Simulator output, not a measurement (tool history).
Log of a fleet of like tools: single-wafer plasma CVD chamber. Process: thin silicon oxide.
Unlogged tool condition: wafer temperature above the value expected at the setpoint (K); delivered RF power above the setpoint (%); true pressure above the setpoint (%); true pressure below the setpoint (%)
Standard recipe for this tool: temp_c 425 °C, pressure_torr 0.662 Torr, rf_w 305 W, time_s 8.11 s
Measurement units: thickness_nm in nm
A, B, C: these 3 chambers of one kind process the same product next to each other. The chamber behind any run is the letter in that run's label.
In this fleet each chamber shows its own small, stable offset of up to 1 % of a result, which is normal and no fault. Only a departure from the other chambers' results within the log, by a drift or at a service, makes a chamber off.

run     day  temp_c  pressure_torr  rf_w  time_s  hours since the last thermocouple change  hours since the last RF generator calibration  hours since the last manometer calibration  read-back reference wafer on the same gauge, thickness_nm  thickness_nm
 1A   0.271     425          0.662   305    8.11                                    1024.4                                         1419.9                                        1406                                                     13.099        12.039
 2C   0.821     425          0.662   305    8.11                                    1696.8                                         2134.2                                       343.3                                                     13.103        12.154
 3B   1.138     425          0.662   305    8.11                                      79.8                                          336.1                                       815.3                                                     13.094        12.225
 4A   1.658     425          0.662   305    8.11                                    1057.7                                         1453.2                                      1439.3                                                     13.097        12.047
 5C   2.171     425          0.662   305    8.11                                    1729.2                                         2166.6                                       375.7                                                     13.106        12.142
 6B    2.65     425          0.662   305    8.11                                     116.1                                          372.4                                       851.6                                                     13.099        12.221
 7B   3.092     425          0.662   305    8.11                                     126.7                                            383                                       862.2                                                     13.099        12.284
 8A   3.608     425          0.662   305    8.11                                    1104.5                                           1500                                      1486.1                                                     13.089        12.102
 9C   4.208     425          0.662   305    8.11                                    1778.1                                         2215.5                                       424.6                                                     13.098        12.251
10B   4.517     425          0.662   255    8.11                                     160.9                                          417.2                                       896.4                                                     13.098        11.405
11A   4.846     425          0.662   255    8.11                                    1134.2                                         1529.7                                      1515.8                                                     13.109        11.284
12C   5.242     425          0.662   255    8.11                                    1802.9                                         2240.3                                       449.4                                                     13.094        11.278
      5.729  -- chamber A: RF generator calibrated
13C   5.812     425          0.551   305    8.76                                    1816.6                                           2254                                       463.1                                                     13.106        10.675
14B   6.329     425          0.551   305    8.76                                     204.4                                          460.7                                       939.9                                                     13.107        10.927
15A   6.858     425          0.551   305    8.76                                    1182.5                                           27.2                                      1564.1                                                     13.107        10.692
16C   7.421     425          0.662   305    8.11                                    1855.2                                         2292.6                                       501.7                                                     13.102        12.228
17A   7.812     415          0.716   305    8.11                                    1205.4                                           50.1                                        1587                                                     13.103        13.196
18B   8.404     415          0.716   305    8.11                                     254.2                                          510.5                                       989.7                                                     13.092        13.381
19C   8.946     415          0.716   305    8.11                                    1891.8                                         2329.2                                       538.3                                                     13.107         13.31
      9.117  -- chamber C: RF generator calibrated
20A   9.246     430          0.662   305    8.11                                    1239.8                                           84.5                                      1621.4                                                     13.107        12.056
21B   9.762     430          0.662   305    8.11                                     286.8                                          543.1                                      1022.3                                                     13.088        12.283
22A  10.112     430          0.662   305    8.11                                    1260.6                                          105.3                                      1642.2                                                     13.093        11.989
23C  10.462     425          0.662   305    8.11                                    1928.2                                           32.4                                       574.7                                                     13.103        12.117
24B  10.971     425          0.662   305    8.11                                     315.8                                          572.1                                      1051.3                                                     13.102        12.287
25A  11.288     425          0.662   305    8.11                                    1288.8                                          133.5                                      1670.4                                                       13.1        12.149
26C   11.85     425          0.662   305    8.11                                    1961.5                                           65.7                                         608                                                      13.11        12.148
27B    12.3     425          0.662   305    8.11                                     347.7                                            604                                      1083.2                                                     13.098        12.298
28A   12.85     425          0.662   305    8.11                                    1326.3                                            171                                      1707.9                                                     13.101        12.126
29C  13.321     425          0.662   305    8.11                                    1996.8                                            101                                       643.3                                                       13.1        12.144
30B  13.821     425          0.662   305    8.11                                     384.2                                          640.5                                      1119.7                                                     13.095        12.368
31C  14.246     425          0.662   305    8.11                                      2019                                          123.2                                       665.5                                                     13.097        12.227

What goes on in this fleet: one chamber off, a drifting gauge, or nothing beyond the chambers' own small offsets? Name the chamber and the cause, if any.

Neither any chamber nor the gauge drifts; the chambers differ only by their own small, steady offsets.
